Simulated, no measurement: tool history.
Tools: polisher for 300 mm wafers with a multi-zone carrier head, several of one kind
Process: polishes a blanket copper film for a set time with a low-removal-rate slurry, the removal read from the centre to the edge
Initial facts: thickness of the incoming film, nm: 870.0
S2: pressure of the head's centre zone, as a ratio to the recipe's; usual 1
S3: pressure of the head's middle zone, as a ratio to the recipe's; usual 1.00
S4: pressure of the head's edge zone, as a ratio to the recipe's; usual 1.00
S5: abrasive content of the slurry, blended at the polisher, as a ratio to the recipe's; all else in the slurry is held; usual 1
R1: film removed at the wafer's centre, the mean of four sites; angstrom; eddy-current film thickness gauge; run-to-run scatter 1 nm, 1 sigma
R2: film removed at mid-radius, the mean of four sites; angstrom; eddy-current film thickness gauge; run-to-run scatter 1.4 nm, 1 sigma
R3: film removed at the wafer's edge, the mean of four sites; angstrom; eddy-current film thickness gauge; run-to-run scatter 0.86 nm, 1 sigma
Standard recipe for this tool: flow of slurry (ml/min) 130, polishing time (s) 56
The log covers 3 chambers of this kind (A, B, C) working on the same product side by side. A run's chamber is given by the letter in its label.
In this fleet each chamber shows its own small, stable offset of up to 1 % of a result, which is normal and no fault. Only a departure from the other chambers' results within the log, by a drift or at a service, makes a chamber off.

run 1A hour=4.5 | flow_of_slurry_(ml/min)=130 S2=1 S3=1.00 S4=1.00 S5=1 polishing_time_(s)=56 | R1=1345.8 R2=1409.4 R3=1358.3
run 2C hour=12.9 | flow_of_slurry_(ml/min)=130 S2=1 S3=1.00 S4=1.00 S5=1 polishing_time_(s)=56 | R1=1395.4 R2=1378.5 R3=1380.7
run 3B hour=21.7 | flow_of_slurry_(ml/min)=130 S2=1 S3=1.00 S4=1.00 S5=1 polishing_time_(s)=56 | R1=1354.7 R2=1352.3 R3=1368.0
run 4C hour=28.9 | flow_of_slurry_(ml/min)=130 S2=1 S3=1.00 S4=1.00 S5=1 polishing_time_(s)=56 | R1=1365.5 R2=1382.1 R3=1370.0
-- hour=36.0 chamber A: worn pad replaced by a new one
run 5B hour=37.1 | flow_of_slurry_(ml/min)=130 S2=1 S3=1.00 S4=1.00 S5=1 polishing_time_(s)=56 | R1=1352.5 R2=1368.6 R3=1351.7
run 6A hour=46.0 | flow_of_slurry_(ml/min)=130 S2=1 S3=1.00 S4=1.00 S5=1 polishing_time_(s)=56 | R1=1373.2 R2=1392.3 R3=1369.9
run 7B hour=55.1 | flow_of_slurry_(ml/min)=130 S2=1 S3=1.00 S4=1.00 S5=1 polishing_time_(s)=75 | R1=1779.9 R2=1831.9 R3=1806.3
-- hour=59.2 chamber C: edge zone pressure recalibrated
run 8A hour=64.0 | flow_of_slurry_(ml/min)=130 S2=1 S3=1.00 S4=1.00 S5=1 polishing_time_(s)=75 | R1=1810.9 R2=1807.3 R3=1814.9
run 9C hour=70.4 | flow_of_slurry_(ml/min)=130 S2=1 S3=1.00 S4=1.00 S5=1 polishing_time_(s)=75 | R1=1849.5 R2=1869.7 R3=1839.4
run 10A hour=75.3 | flow_of_slurry_(ml/min)=115 S2=1 S3=1.00 S4=1.00 S5=1 polishing_time_(s)=56 | R1=1328.7 R2=1332.9 R3=1346.5
run 11C hour=83.7 | flow_of_slurry_(ml/min)=115 S2=1 S3=1.00 S4=1.00 S5=1 polishing_time_(s)=56 | R1=1338.3 R2=1320.0 R3=1351.0
-- hour=88.6 chamber B: worn pad replaced by a new one
-- hour=89.8 chamber A: edge zone pressure recalibrated
run 12B hour=93.8 | flow_of_slurry_(ml/min)=115 S2=1 S3=1.00 S4=1.00 S5=1 polishing_time_(s)=56 | R1=1311.1 R2=1333.7 R3=1344.4
-- hour=99.8 chamber C: worn pad replaced by a new one
run 13C hour=102.4 | flow_of_slurry_(ml/min)=130 S2=1 S3=1.00 S4=1.00 S5=1 polishing_time_(s)=56 | R1=1372.0 R2=1368.0 R3=1358.5
-- hour=108.5 chamber A: worn pad replaced by a new one
run 14A hour=110.6 | flow_of_slurry_(ml/min)=130 S2=1 S3=1.00 S4=1.00 S5=1 polishing_time_(s)=75 | R1=1833.5 R2=1809.2 R3=1847.0
run 15B hour=118.8 | flow_of_slurry_(ml/min)=130 S2=1 S3=1.00 S4=1.00 S5=1 polishing_time_(s)=75 | R1=1803.8 R2=1840.5 R3=1808.1
-- hour=120.6 chamber C: slurry nozzle cleaned
run 16C hour=124.8 | flow_of_slurry_(ml/min)=130 S2=1 S3=1.00 S4=1.00 S5=1 polishing_time_(s)=75 | R1=1843.1 R2=1847.6 R3=1845.5
-- hour=130.8 chamber B: centre zone pressure recalibrated
run 17A hour=133.1 | flow_of_slurry_(ml/min)=130 S2=1 S3=1.00 S4=1.00 S5=1 polishing_time_(s)=56 | R1=1369.7 R2=1385.2 R3=1384.9
run 18B hour=139.6 | flow_of_slurry_(ml/min)=130 S2=1 S3=1.00 S4=1.00 S5=1 polishing_time_(s)=56 | R1=1507.8 R2=1357.1 R3=1361.7
run 19C hour=144.8 | flow_of_slurry_(ml/min)=130 S2=1 S3=1.00 S4=1.00 S5=1 polishing_time_(s)=56 | R1=1390.2 R2=1356.9 R3=1378.1
run 20B hour=151.4 | flow_of_slurry_(ml/min)=130 S2=1 S3=1.00 S4=1.00 S5=1 polishing_time_(s)=56 | R1=1502.5 R2=1345.1 R3=1357.6
run 21A hour=159.5 | flow_of_slurry_(ml/min)=130 S2=1 S3=1.00 S4=1.09 S5=1 polishing_time_(s)=71 | R1=1716.6 R2=1738.7 R3=1816.7
-- hour=161.3 chamber B: worn pad replaced by a new one
run 22C hour=166.8 | flow_of_slurry_(ml/min)=130 S2=1 S3=1.00 S4=1.09 S5=1 polishing_time_(s)=71 | R1=1748.2 R2=1730.4 R3=1831.6
-- hour=172.0 chamber A: worn pad replaced by a new one
run 23B hour=174.2 | flow_of_slurry_(ml/min)=130 S2=1 S3=1.00 S4=1.09 S5=1 polishing_time_(s)=71 | R1=1897.1 R2=1715.8 R3=1814.9
run 24A hour=182.9 | flow_of_slurry_(ml/min)=130 S2=1 S3=1.00 S4=1.00 S5=1 polishing_time_(s)=56 | R1=1364.3 R2=1369.3 R3=1391.0
run 25B hour=189.7 | flow_of_slurry_(ml/min)=130 S2=1 S3=1.00 S4=1.00 S5=1 polishing_time_(s)=56 | R1=1488.5 R2=1352.2 R3=1369.1
run 26C hour=197.3 | flow_of_slurry_(ml/min)=130 S2=1 S3=1.00 S4=1.00 S5=1 polishing_time_(s)=56 | R1=1378.6 R2=1365.5 R3=1378.2
run 27A hour=206.5 | flow_of_slurry_(ml/min)=130 S2=1 S3=1.00 S4=1.00 S5=1 polishing_time_(s)=56 | R1=1353.5 R2=1364.7 R3=1364.3
run 28B hour=216.1 | flow_of_slurry_(ml/min)=130 S2=1 S3=1.00 S4=1.00 S5=1 polishing_time_(s)=56 | R1=1495.9 R2=1355.4 R3=1364.3
-- hour=222.0 chamber C: worn pad replaced by a new one
run 29A hour=222.4 | flow_of_slurry_(ml/min)=130 S2=1 S3=1.00 S4=1.00 S5=1 polishing_time_(s)=56 | R1=1369.0 R2=1383.6 R3=1360.1
run 30C hour=227.8 | flow_of_slurry_(ml/min)=130 S2=1 S3=1.00 S4=1.00 S5=1 polishing_time_(s)=56 | R1=1369.7 R2=1352.7 R3=1366.4
run 31C hour=234.4 | flow_of_slurry_(ml/min)=130 S2=1 S3=1.08 S4=1.00 S5=1 polishing_time_(s)=73 | R1=1794.1 R2=1964.2 R3=1800.0
run 32A hour=244.4 | flow_of_slurry_(ml/min)=130 S2=1 S3=1.08 S4=1.00 S5=1 polishing_time_(s)=73 | R1=1808.6 R2=1923.5 R3=1791.6
-- hour=246.0 chamber A: worn pad replaced by a new one
run 33B hour=250.7 | flow_of_slurry_(ml/min)=130 S2=1 S3=1.08 S4=1.00 S5=1 polishing_time_(s)=73 | R1=1921.5 R2=1901.5 R3=1758.7
-- hour=252.4 chamber B: worn pad replaced by a new one
-- hour=258.9 chamber B: slurry nozzle cleaned
run 34C hour=259.5 | flow_of_slurry_(ml/min)=130 S2=1 S3=1.00 S4=1.00 S5=1 polishing_time_(s)=56 | R1=1377.8 R2=1387.9 R3=1374.3
run 35B hour=267.0 | flow_of_slurry_(ml/min)=130 S2=1 S3=1.00 S4=1.00 S5=1 polishing_time_(s)=45 | R1=1215.2 R2=1106.0 R3=1092.5
-- hour=267.9 chamber A: centre zone pressure recalibrated
run 36A hour=273.1 | flow_of_slurry_(ml/min)=130 S2=1 S3=1.00 S4=1.00 S5=1 polishing_time_(s)=45 | R1=1105.3 R2=1113.5 R3=1098.1
run 37B hour=277.7 | flow_of_slurry_(ml/min)=130 S2=1 S3=1.00 S4=1.00 S5=1 polishing_time_(s)=45 | R1=1194.2 R2=1086.7 R3=1086.9
run 38A hour=283.8 | flow_of_slurry_(ml/min)=130 S2=1 S3=1.00 S4=1.00 S5=1 polishing_time_(s)=56 | R1=1384.3 R2=1370.6 R3=1372.5
run 39C hour=290.8 | flow_of_slurry_(ml/min)=130 S2=1 S3=1.00 S4=1.00 S5=1 polishing_time_(s)=56 | R1=1372.2 R2=1390.3 R3=1375.3

Next, all 3 chambers run the settings below, one line each with question marks for the results. What does each chamber give?
run 40A hour=298.0 | flow_of_slurry_(ml/min)=130 S2=1 S3=1.00 S4=1.00 S5=1 polishing_time_(s)=56 | R1=? R2=? R3=?
run 40B hour=298.0 | flow_of_slurry_(ml/min)=130 S2=1 S3=1.00 S4=1.00 S5=1 polishing_time_(s)=56 | R1=? R2=? R3=?
run 40C hour=298.0 | flow_of_slurry_(ml/min)=130 S2=1 S3=1.00 S4=1.00 S5=1 polishing_time_(s)=56 | R1=? R2=? R3=?

run=40A R1=1380.2 R2=1379.1 R3=1371.4
run=40B R1=1489.0 R2=1369.4 R3=1360.4
run=40C R1=1387.8 R2=1358.9 R3=1373.8
